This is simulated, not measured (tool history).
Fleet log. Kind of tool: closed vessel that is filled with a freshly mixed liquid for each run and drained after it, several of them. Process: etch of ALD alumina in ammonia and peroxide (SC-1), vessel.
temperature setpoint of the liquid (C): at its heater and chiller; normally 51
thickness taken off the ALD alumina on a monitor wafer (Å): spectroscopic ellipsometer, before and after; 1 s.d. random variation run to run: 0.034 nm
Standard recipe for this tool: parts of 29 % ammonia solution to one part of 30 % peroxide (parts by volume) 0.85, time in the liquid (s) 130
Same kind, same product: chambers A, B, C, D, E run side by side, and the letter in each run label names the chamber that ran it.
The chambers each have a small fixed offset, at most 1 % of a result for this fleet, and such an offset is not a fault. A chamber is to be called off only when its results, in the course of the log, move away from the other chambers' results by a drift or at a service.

run   hour  temperature setpoint of the liquid (C)  parts of 29 % ammonia solution to one part of 30 % peroxide (parts by volume)  time in the liquid (s)  read-back film thickness of the ALD alumina reference wafer, read on the same gauge (nm)  thickness taken off the ALD alumina on a monitor wafer (Å)
 1B    6.1                                      51                                                                           0.85                     130                                                                                    120.01                                                      89.002
 2E     13                                      51                                                                           0.85                     130                                                                                       120                                                      89.195
 3A   23.8                                      51                                                                           0.85                     130                                                                                       120                                                      90.525
 4D   31.4                                      51                                                                           0.85                     130                                                                                       120                                                      89.283
 5C     42                                      51                                                                           0.85                     130                                                                                    119.99                                                      90.245
 6A     47                                      51                                                                           0.85                     130                                                                                    119.98                                                      90.538
 7D   51.8                                      51                                                                           0.85                     130                                                                                    119.99                                                      88.496
        54  -- chamber E: new drum of ammonia solution connected
 8C   59.8                                      51                                                                           0.85                     130                                                                                    119.98                                                      89.834
 9E   70.2                                    54.5                                                                            0.7                     130                                                                                    119.99                                                      105.03
10B   78.9                                    54.5                                                                            0.7                     130                                                                                    119.99                                                      106.12
11E   89.1                                    54.5                                                                            0.7                     130                                                                                    120.02                                                      105.97
12D   99.6                                    54.5                                                                            0.7                     130                                                                                    119.99                                                      105.78
13C  109.6                                    54.5                                                                            0.7                     130                                                                                    120.01                                                      105.77
14A  116.6                                      51                                                                           0.85                     130                                                                                       120                                                        90.3
15B  126.5                                      51                                                                           0.85                     130                                                                                    120.01                                                      89.605
16A  131.8                                      51                                                                           0.85                     130                                                                                       120                                                      90.647
17B  138.4                                      51                                                                           0.85                     130                                                                                    119.99                                                      88.739
18E  144.4                                      51                                                                           0.85                     130                                                                                    119.99                                                      89.227
       151  -- chamber C: new drum of ammonia solution connected
19C  152.2                                      51                                                                           0.85                     130                                                                                       120                                                       89.78
20D  157.9                                      51                                                                           0.85                     130                                                                                       120                                                       89.32
21A  166.6                                      51                                                                           0.85                     130                                                                                    120.01                                                      89.222
22E  174.3                                      51                                                                           0.85                     130                                                                                       120                                                      88.607
23B    182                                      51                                                                           0.85                     130                                                                                       120                                                      89.426
24C  187.1                                      51                                                                           0.85                     130                                                                                       120                                                      89.971
     196.3  -- chamber B: ammonia flow meter replaced
25D  196.9                                      51                                                                           0.85                     130                                                                                       120                                                      89.416
26A  205.1                                      51                                                                           0.85                     130                                                                                    119.99                                                      88.835
27E  212.6                                      51                                                                           0.85                     130                                                                                       120                                                      89.121
28B  218.8                                      51                                                                           0.85                     105                                                                                    120.02                                                      72.193
29D  225.2                                      51                                                                           0.85                     105                                                                                    119.98                                                      72.144
30C  232.8                                      51                                                                           0.85                     105                                                                                    120.01                                                      72.045
31C  243.5                                      51                                                                           0.85                     105                                                                                       120                                                       72.39
32A  252.5                                      51                                                                           0.85                     105                                                                                    119.99                                                      71.398
33B  258.1                                      51                                                                           0.85                     130                                                                                    120.01                                                      89.661
34E  266.1                                      51                                                                           0.85                     130                                                                                       120                                                      89.099
35D  271.5                                      51                                                                           0.85                     130                                                                                    119.99                                                      89.913
36D  280.2                                      51                                                                           0.85                     130                                                                                       120                                                      88.875
37C  287.4                                      51                                                                           0.85                     130                                                                                    120.02                                                        90.4
38E  293.3                                      51                                                                           0.85                     130                                                                                       120                                                      89.101
39B  301.2                                      51                                                                           0.85                     130                                                                                       120                                                       89.35
     304.5  -- chamber A: ammonia flow meter replaced
40A  311.6                                      51                                                                           0.85                     130                                                                                    120.01                                                      86.948
41A  317.5                                      51                                                                           0.85                     130                                                                                    119.99                                                       87.18

The same settings go to every chamber for the next run, one line per chamber below. Forecast the results for each:
42A  325.3                                      51                                                                            0.5                     130                                                                                                                                                     ?
42B  325.3                                      51                                                                            0.5                     130                                                                                                                                                     ?
42C  325.3                                      51                                                                            0.5                     130                                                                                                                                                     ?
42D  325.3                                      51                                                                            0.5                     130                                                                                                                                                     ?
42E  325.3                                      51                                                                            0.5                     130                                                                                                                                                     ?

run  thickness taken off the ALD alumina on a monitor wafer (Å)
42A                                                      82.665
42B                                                      84.667
42C                                                      85.336
42D                                                       85.05
42E                                                      84.074

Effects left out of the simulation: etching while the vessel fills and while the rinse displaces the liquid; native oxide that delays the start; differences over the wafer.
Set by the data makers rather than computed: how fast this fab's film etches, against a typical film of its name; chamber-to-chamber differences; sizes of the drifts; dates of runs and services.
